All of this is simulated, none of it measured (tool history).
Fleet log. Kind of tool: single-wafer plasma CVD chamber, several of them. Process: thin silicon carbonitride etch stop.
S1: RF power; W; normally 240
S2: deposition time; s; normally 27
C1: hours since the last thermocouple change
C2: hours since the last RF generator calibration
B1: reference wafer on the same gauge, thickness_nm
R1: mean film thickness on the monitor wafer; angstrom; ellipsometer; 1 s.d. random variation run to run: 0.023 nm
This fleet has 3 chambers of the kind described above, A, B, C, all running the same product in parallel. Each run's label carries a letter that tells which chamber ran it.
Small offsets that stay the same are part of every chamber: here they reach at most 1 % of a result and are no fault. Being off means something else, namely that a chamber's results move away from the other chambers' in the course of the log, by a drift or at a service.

run   hour   S1    S2      C1      C2      B1      R1
 1B    6.7  240    27  1118.5  1417.4  18.899  161.33
 2C   13.7  240    27    40.1   531.3  18.909  163.12
 3A   23.2  240    27  1737.9  1525.7  18.907  164.05
 4B   31.1  240    27  1142.9  1441.8  18.913  161.91
 5A     37  240  28.7  1751.7  1539.5  18.913  174.32
 6C   42.4  240  28.7    68.8     560  18.916  173.52
 7C   49.2  240  28.7    75.6   566.8  18.912  173.52
 8A   55.7  240    27  1770.4  1558.2  18.912  164.48
 9B   63.2  240    27    1175  1473.9   18.92  161.91
10A   70.5  240    27  1785.2    1573  18.928  164.06
11B   79.1  240    27  1190.9  1489.8  18.918  161.88
12C   86.7  240    27   113.1   604.3   18.92  163.28
13C   97.5  240    27   123.9   615.1  18.933  163.54
14B  104.8  240    27  1216.6  1515.5  18.937  162.39
15A  116.8  240    27  1831.5  1619.3  18.933  164.13
16A  125.1  240    27  1839.8  1627.6   18.94  163.84
17C    131  240    27   157.4   648.6  18.943  163.31
18B  142.1  240    27  1253.9  1552.8  18.939  162.05
19A  153.8  240    27  1868.5  1656.3  18.944  164.43
20B  165.4  240    27  1277.2  1576.1   18.95  162.21
     168.6  -- chamber A: RF generator calibrated
21C  172.1  240    27   198.5   689.7  18.949  163.49
22B  177.9  240    27  1289.7  1588.6  18.956  162.04
23C  183.9  240    27   210.3   701.5  18.956  163.72
24A  191.2  240  24.9  1905.9    22.6  18.966  151.56
25B  202.5  240  24.9  1314.3  1613.2  18.965  149.76
26C  211.3  240  24.9   237.7   728.9  18.972  150.64
27A  221.8  240    27  1936.5    53.2  18.974  164.49
28A  232.7  240    27  1947.4    64.1   18.97  164.38
29C  241.5  240    27   267.9   759.1  18.972  163.61
30B  247.5  240    27  1359.3  1658.2  18.977  162.25
31A  257.1  240    27  1971.8    88.5  18.976  164.55
32B  268.9  240    27  1380.7  1679.6  18.977  162.14
33C  276.6  240    27     303   794.2  18.985  163.67
34C  288.2  240    27   314.6   805.8  18.999  163.94
35B  294.9  240    27  1406.7  1705.6  18.989   162.5
36A  305.1  240    27  2019.8   136.5  18.987  164.47
37C  313.3  240    27   339.7   830.9  18.993  164.08
38A  325.4  240  24.3  2040.1   156.8  19.002  148.18
39B  331.2  240  24.3    1443  1741.9  19.005  146.54
40A  337.3  240  24.3    2052   168.7  19.005  148.35
41C  348.6  240    27     375   866.2  19.009  163.72

All chambers now run identical settings, listed one chamber a line with results as question marks. What results will each chamber show?
42A  357.3  240  27               ?
42B  357.3  240  27               ?
42C  357.3  240  27               ?

run      R1
42A  164.51
42B  162.67
42C  164.07
